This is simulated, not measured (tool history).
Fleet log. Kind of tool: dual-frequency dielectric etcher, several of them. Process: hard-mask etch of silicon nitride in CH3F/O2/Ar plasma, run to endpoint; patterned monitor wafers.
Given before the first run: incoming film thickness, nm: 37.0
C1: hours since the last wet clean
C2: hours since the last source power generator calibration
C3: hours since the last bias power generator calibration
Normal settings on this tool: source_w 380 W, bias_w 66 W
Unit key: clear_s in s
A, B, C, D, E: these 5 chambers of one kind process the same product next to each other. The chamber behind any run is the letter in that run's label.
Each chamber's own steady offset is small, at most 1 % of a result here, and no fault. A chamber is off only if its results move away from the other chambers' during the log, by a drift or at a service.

{"run": "1E", "hour": 6.4, "source_w": 380, "bias_w": 66, "C1": 244.7, "C2": 1942.7, "C3": 1175.3, "clear_s": 56.59}
{"run": "2B", "hour": 17.4, "source_w": 380, "bias_w": 66, "C1": 676.5, "C2": 1412.9, "C3": 222.7, "clear_s": 56.212}
{"hour": 28.4, "done": "chamber B: wet clean of the chamber"}
{"run": "3D", "hour": 28.4, "source_w": 380, "bias_w": 66, "C1": 403.2, "C2": 685.7, "C3": 530.6, "clear_s": 56.931}
{"run": "4A", "hour": 38.8, "source_w": 380, "bias_w": 66, "C1": 279.6, "C2": 2187.6, "C3": 1474.3, "clear_s": 56.169}
{"hour": 40.0, "done": "chamber D: wet clean of the chamber"}
{"run": "5C", "hour": 52.8, "source_w": 330, "bias_w": 66, "C1": 456.9, "C2": 1188.4, "C3": 3583.6, "clear_s": 59.88}
{"run": "6A", "hour": 66.1, "source_w": 330, "bias_w": 66, "C1": 306.9, "C2": 2214.9, "C3": 1501.6, "clear_s": 59.61}
{"run": "7E", "hour": 73.0, "source_w": 330, "bias_w": 66, "C1": 311.3, "C2": 2009.3, "C3": 1241.9, "clear_s": 59.882}
{"run": "8D", "hour": 80.2, "source_w": 330, "bias_w": 66, "C1": 40.2, "C2": 737.5, "C3": 582.4, "clear_s": 60.082}
{"run": "9B", "hour": 87.1, "source_w": 330, "bias_w": 66, "C1": 58.7, "C2": 1482.6, "C3": 292.4, "clear_s": 58.494}
{"run": "10C", "hour": 94.2, "source_w": 380, "bias_w": 66, "C1": 498.3, "C2": 1229.8, "C3": 3625.0, "clear_s": 56.62}
{"run": "11B", "hour": 108.0, "source_w": 380, "bias_w": 66, "C1": 79.6, "C2": 1503.5, "C3": 313.3, "clear_s": 56.957}
{"hour": 108.1, "done": "chamber C: wet clean of the chamber"}
{"run": "12E", "hour": 119.6, "source_w": 380, "bias_w": 66, "C1": 357.9, "C2": 2055.9, "C3": 1288.5, "clear_s": 56.313}
{"run": "13C", "hour": 126.8, "source_w": 380, "bias_w": 66, "C1": 18.8, "C2": 1262.4, "C3": 3657.6, "clear_s": 56.636}
{"run": "14D", "hour": 134.8, "source_w": 380, "bias_w": 66, "C1": 94.8, "C2": 792.1, "C3": 637.0, "clear_s": 56.41}
{"run": "15A", "hour": 142.6, "source_w": 380, "bias_w": 66, "C1": 383.4, "C2": 2291.4, "C3": 1578.1, "clear_s": 55.969}
{"run": "16C", "hour": 154.8, "source_w": 380, "bias_w": 66, "C1": 46.8, "C2": 1290.4, "C3": 3685.6, "clear_s": 56.136}
{"run": "17B", "hour": 166.8, "source_w": 420, "bias_w": 66, "C1": 138.4, "C2": 1562.3, "C3": 372.1, "clear_s": 54.802}
{"run": "18A", "hour": 180.0, "source_w": 420, "bias_w": 66, "C1": 420.8, "C2": 2328.8, "C3": 1615.5, "clear_s": 54.457}
{"hour": 182.7, "done": "chamber A: wet clean of the chamber"}
{"run": "19E", "hour": 187.8, "source_w": 420, "bias_w": 66, "C1": 426.1, "C2": 2124.1, "C3": 1356.7, "clear_s": 53.932}
{"run": "20D", "hour": 196.0, "source_w": 420, "bias_w": 66, "C1": 156.0, "C2": 853.3, "C3": 698.2, "clear_s": 54.247}
{"run": "21C", "hour": 204.5, "source_w": 420, "bias_w": 66, "C1": 96.5, "C2": 1340.1, "C3": 3735.3, "clear_s": 54.447}
{"run": "22B", "hour": 213.7, "source_w": 380, "bias_w": 66, "C1": 185.3, "C2": 1609.2, "C3": 419.0, "clear_s": 56.846}
{"run": "23A", "hour": 223.3, "source_w": 380, "bias_w": 66, "C1": 40.6, "C2": 2372.1, "C3": 1658.8, "clear_s": 56.158}
{"run": "24D", "hour": 231.6, "source_w": 380, "bias_w": 66, "C1": 191.6, "C2": 888.9, "C3": 733.8, "clear_s": 56.1}
{"hour": 239.4, "done": "chamber E: wet clean of the chamber"}
{"run": "25E", "hour": 242.4, "source_w": 380, "bias_w": 66, "C1": 3.0, "C2": 2178.7, "C3": 1411.3, "clear_s": 56.577}
{"run": "26B", "hour": 249.6, "source_w": 380, "bias_w": 66, "C1": 221.2, "C2": 1645.1, "C3": 454.9, "clear_s": 55.924}
{"run": "27C", "hour": 256.6, "source_w": 380, "bias_w": 66, "C1": 148.6, "C2": 1392.2, "C3": 3787.4, "clear_s": 55.777}
{"run": "28E", "hour": 268.0, "source_w": 380, "bias_w": 66, "C1": 28.6, "C2": 2204.3, "C3": 1436.9, "clear_s": 56.579}
{"run": "29D", "hour": 275.1, "source_w": 380, "bias_w": 66, "C1": 235.1, "C2": 932.4, "C3": 777.3, "clear_s": 56.574}
{"run": "30A", "hour": 281.8, "source_w": 380, "bias_w": 66, "C1": 99.1, "C2": 2430.6, "C3": 1717.3, "clear_s": 56.595}
{"run": "31A", "hour": 288.6, "source_w": 380, "bias_w": 66, "C1": 105.9, "C2": 2437.4, "C3": 1724.1, "clear_s": 56.395}
{"run": "32C", "hour": 302.7, "source_w": 380, "bias_w": 66, "C1": 194.7, "C2": 1438.3, "C3": 3833.5, "clear_s": 56.299}
{"run": "33E", "hour": 316.3, "source_w": 380, "bias_w": 66, "C1": 76.9, "C2": 2252.6, "C3": 1485.2, "clear_s": 56.711}
{"run": "34D", "hour": 328.9, "source_w": 380, "bias_w": 66, "C1": 288.9, "C2": 986.2, "C3": 831.1, "clear_s": 57.026}
{"run": "35B", "hour": 339.0, "source_w": 310, "bias_w": 56, "C1": 310.6, "C2": 1734.5, "C3": 544.3, "clear_s": 64.187}
{"run": "36E", "hour": 347.7, "source_w": 310, "bias_w": 56, "C1": 108.3, "C2": 2284.0, "C3": 1516.6, "clear_s": 64.268}
{"run": "37D", "hour": 357.2, "source_w": 310, "bias_w": 56, "C1": 317.2, "C2": 1014.5, "C3": 859.4, "clear_s": 64.608}

Has any chamber moved away from the others, gradually or after a service, or does the common gauge drift, or do the chambers differ only by their own small steady offsets? State the chamber and the most likely cause if one applies.

No chamber is off and the gauge is stable; the differences are just each chamber's small, constant offset.
